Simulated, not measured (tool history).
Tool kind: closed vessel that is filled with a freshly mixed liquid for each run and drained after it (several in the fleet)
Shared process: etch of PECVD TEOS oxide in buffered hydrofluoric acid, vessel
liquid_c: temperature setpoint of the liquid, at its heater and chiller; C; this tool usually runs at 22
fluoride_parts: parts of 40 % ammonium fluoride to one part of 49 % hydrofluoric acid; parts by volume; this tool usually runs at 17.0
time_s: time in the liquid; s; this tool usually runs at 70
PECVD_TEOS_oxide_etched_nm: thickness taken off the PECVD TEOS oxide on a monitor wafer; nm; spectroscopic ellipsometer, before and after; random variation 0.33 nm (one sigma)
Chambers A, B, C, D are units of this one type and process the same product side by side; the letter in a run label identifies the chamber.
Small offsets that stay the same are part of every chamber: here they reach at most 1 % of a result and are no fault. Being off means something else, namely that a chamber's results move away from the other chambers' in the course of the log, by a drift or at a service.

run     day  liquid_c  fluoride_parts  time_s  hours since the thermometer was replaced  hours since the hydrofluoric acid flow meter was replaced  read-back film thickness of the PECVD TEOS oxide reference wafer, read on the same gauge (nm)  PECVD_TEOS_oxide_etched_nm
 1B   0.529        22            17.0      70                                     165.8                                                      468.9                                                                                         120.01                      46.374
 2C   0.821        22            17.0      70                                     279.4                                                     1098.1                                                                                         120.01                      46.398
 3D   1.383        22            17.0      70                                    1461.5                                                      211.2                                                                                         120.06                      46.693
      1.533  -- chamber C: hydrofluoric acid flow meter replaced
 4A   1.783        22            17.0      70                                     354.0                                                      603.5                                                                                         120.02                      46.941
 5C   2.138        22            14.5      85                                     311.0                                                       14.6                                                                                         120.02                      66.055
 6D   2.671        22            14.5      85                                    1492.4                                                      242.1                                                                                         120.00                      66.508
 7B   3.246        22            14.5      85                                     231.0                                                      534.1                                                                                         120.00                      65.691
 8A   3.683        22            14.5      85                                     399.6                                                      649.1                                                                                         120.03                      66.904
 9A   4.012        22            17.0      70                                     407.5                                                      657.0                                                                                         120.01                      46.929
10B   4.325        27            17.0      70                                     256.9                                                      560.0                                                                                         119.95                      60.190
11D   4.733        27            17.0      70                                    1541.9                                                      291.6                                                                                         120.02                      60.645
12C   5.188        27            17.0      70                                     384.2                                                       87.8                                                                                         119.97                      61.932
13B   5.783        27            17.0      70                                     291.9                                                      595.0                                                                                         119.95                      60.823
14A   6.054        22            17.0      70                                     456.5                                                      706.0                                                                                         120.01                      46.652
15C   6.567        22            17.0      70                                     417.3                                                      120.9                                                                                         119.93                      45.936
16D   7.192        22            17.0      70                                    1600.9                                                      350.6                                                                                         120.01                      45.262
17D   7.608        22            17.0      70                                    1610.9                                                      360.6                                                                                         119.97                      44.992
18A   7.892        22            17.0      70                                     500.6                                                      750.1                                                                                         119.93                      46.205
19C   8.204        22            17.0      70                                     456.6                                                      160.2                                                                                         120.04                      46.405
20B   8.621        22            17.0     105                                     360.0                                                      663.1                                                                                         120.03                      69.322
21A   9.046        22            17.0     105                                     528.3                                                      777.8                                                                                         120.01                      69.380
22C   9.462        22            17.0     105                                     486.8                                                      190.4                                                                                         119.95                      68.637
23D  10.071        22            17.0     105                                    1670.0                                                      419.7                                                                                         120.02                      66.464
24B  10.417        22            17.0      70                                     403.1                                                      706.2                                                                                         119.96                      45.321
25C  11.004        22            12.5      70                                     523.8                                                      227.4                                                                                         120.00                      62.321
26A  11.346        22            12.5      70                                     583.5                                                      833.0                                                                                         119.98                      63.377
27D  11.796        22            12.5      70                                    1711.4                                                      461.1                                                                                         120.04                      59.172
28B  12.088        22            12.5      70                                     443.2                                                      746.3                                                                                         120.04                      62.503
29D  12.638        22            17.0      70                                    1731.6                                                      481.3                                                                                         119.99                      43.814
30B  12.992        22            17.0      85                                     464.9                                                      768.0                                                                                         120.02                      56.175
31A  13.592        22            17.0      85                                     637.4                                                      886.9                                                                                         120.02                      56.852
32C  13.925        22            17.0      85                                     593.9                                                      297.5                                                                                         119.96                      57.051

Decide between three cases: one chamber stands off from its peers, the gauge reading all wafers drifts, or nothing is wrong past each chamber's small offset. Where a chamber is off, say which and what most likely put it there.

Little by little, chamber D moves away from the other chambers.
Most likely cause: hydrofluoric acid flow below the setpoint (%) = 8.2.
From this log alone, it may not be told apart from: liquid colder than its thermometer reads (K).

Below are 4 candidate recipes for chamber D's next run, each the usual settings with a change, their results shown as question marks. Which of them brings D's results back in line with what the other chambers give on the usual settings?
In line means no further than this from the other chambers' mean on the usual settings: PECVD_TEOS_oxide_etched_nm 1.200 nm
33D-1  14.371      20.5            17.0      70                                                                                                                                                                                                                               ?
33D-2  14.371      22.5            16.0      75                                                                                                                                                                                                                               ?
33D-3  14.371      22.5            16.0      70                                                                                                                                                                                                                               ?
33D-4  14.371      22.0            20.5      70                                                                                                                                                                                                                               ?

Usual-settings mean across the other chambers: PECVD_TEOS_oxide_etched_nm 46.419 nm
  run  PECVD_TEOS_oxide_etched_nm
33D-1                      39.557
33D-2                      50.172
33D-3                      46.827
33D-4                      36.938
It is 33D-3 that realigns the chamber with its peers.

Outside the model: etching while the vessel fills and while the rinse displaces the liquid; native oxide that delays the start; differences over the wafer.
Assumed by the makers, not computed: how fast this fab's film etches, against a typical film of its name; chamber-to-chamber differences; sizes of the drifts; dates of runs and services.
